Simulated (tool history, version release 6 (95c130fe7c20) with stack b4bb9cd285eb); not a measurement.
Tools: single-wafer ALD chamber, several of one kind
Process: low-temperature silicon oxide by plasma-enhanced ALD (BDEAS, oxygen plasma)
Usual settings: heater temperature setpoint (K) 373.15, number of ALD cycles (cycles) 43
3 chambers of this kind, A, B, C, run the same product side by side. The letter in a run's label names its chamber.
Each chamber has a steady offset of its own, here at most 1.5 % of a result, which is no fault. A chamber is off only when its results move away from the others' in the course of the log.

run  hour  heater temperature setpoint (K)  number of ALD cycles (cycles)  hours since the last thermocouple change  read-back reference wafer on the same gauge, thickness_nm  mean film thickness on the monitor wafer (angstrom)
 1A   2.6                           373.15                             43                                    1319.2                                                     4.9386                                               60.716
 2C   6.3                           373.15                             43                                     799.1                                                     4.9344                                               62.117
 3B   8.7                           373.15                             43                                     688.8                                                     4.9351                                               61.571
 4A  12.9                           373.15                             43                                    1329.5                                                     4.9329                                               60.369
 5C    15                           373.15                             43                                     807.8                                                     4.9316                                               62.011
 6B    18                           373.15                             43                                     698.1                                                     4.9301                                               61.327
 7A  22.4                           373.15                             43                                      1339                                                     4.9272                                               60.505
 8C  26.1                           373.15                             43                                     818.9                                                     4.9271                                                61.91
 9B  28.4                           373.15                             43                                     708.5                                                     4.9241                                               61.362
10C  32.2                           373.15                             43                                       825                                                     4.9236                                               61.912
11A  34.3                           373.15                             43                                    1350.9                                                     4.9222                                               60.426
12B  36.4                           373.15                             43                                     716.5                                                      4.923                                                61.05
13A  40.6                           373.15                             43                                    1357.2                                                      4.918                                               60.294
14C  43.6                           373.15                             43                                     836.4                                                      4.918                                               61.663
15B  47.8                           373.15                             43                                     727.9                                                      4.917                                               61.183
16A  51.2                           373.15                             43                                    1367.8                                                     4.9112                                               60.247
17B  53.6                           373.15                             43                                     733.7                                                     4.9095                                               61.075
18C  55.7                           373.15                             43                                     848.5                                                     4.9106                                               61.621
19A  58.7                           373.15                             43                                    1375.3                                                      4.907                                               60.318
20B  62.2                           373.15                             43                                     742.3                                                     4.9065                                               60.988
21C  64.4                           373.15                             43                                     857.2                                                     4.9061                                               61.764

Is one chamber off against the others, does the gauge drift, or is nothing wrong? If a chamber is off, say which, and what the likeliest cause is.

The gauge drifts, so all chambers seem to drift together. No chamber is off.
Cause: gauge reads low (%) = 0.73.
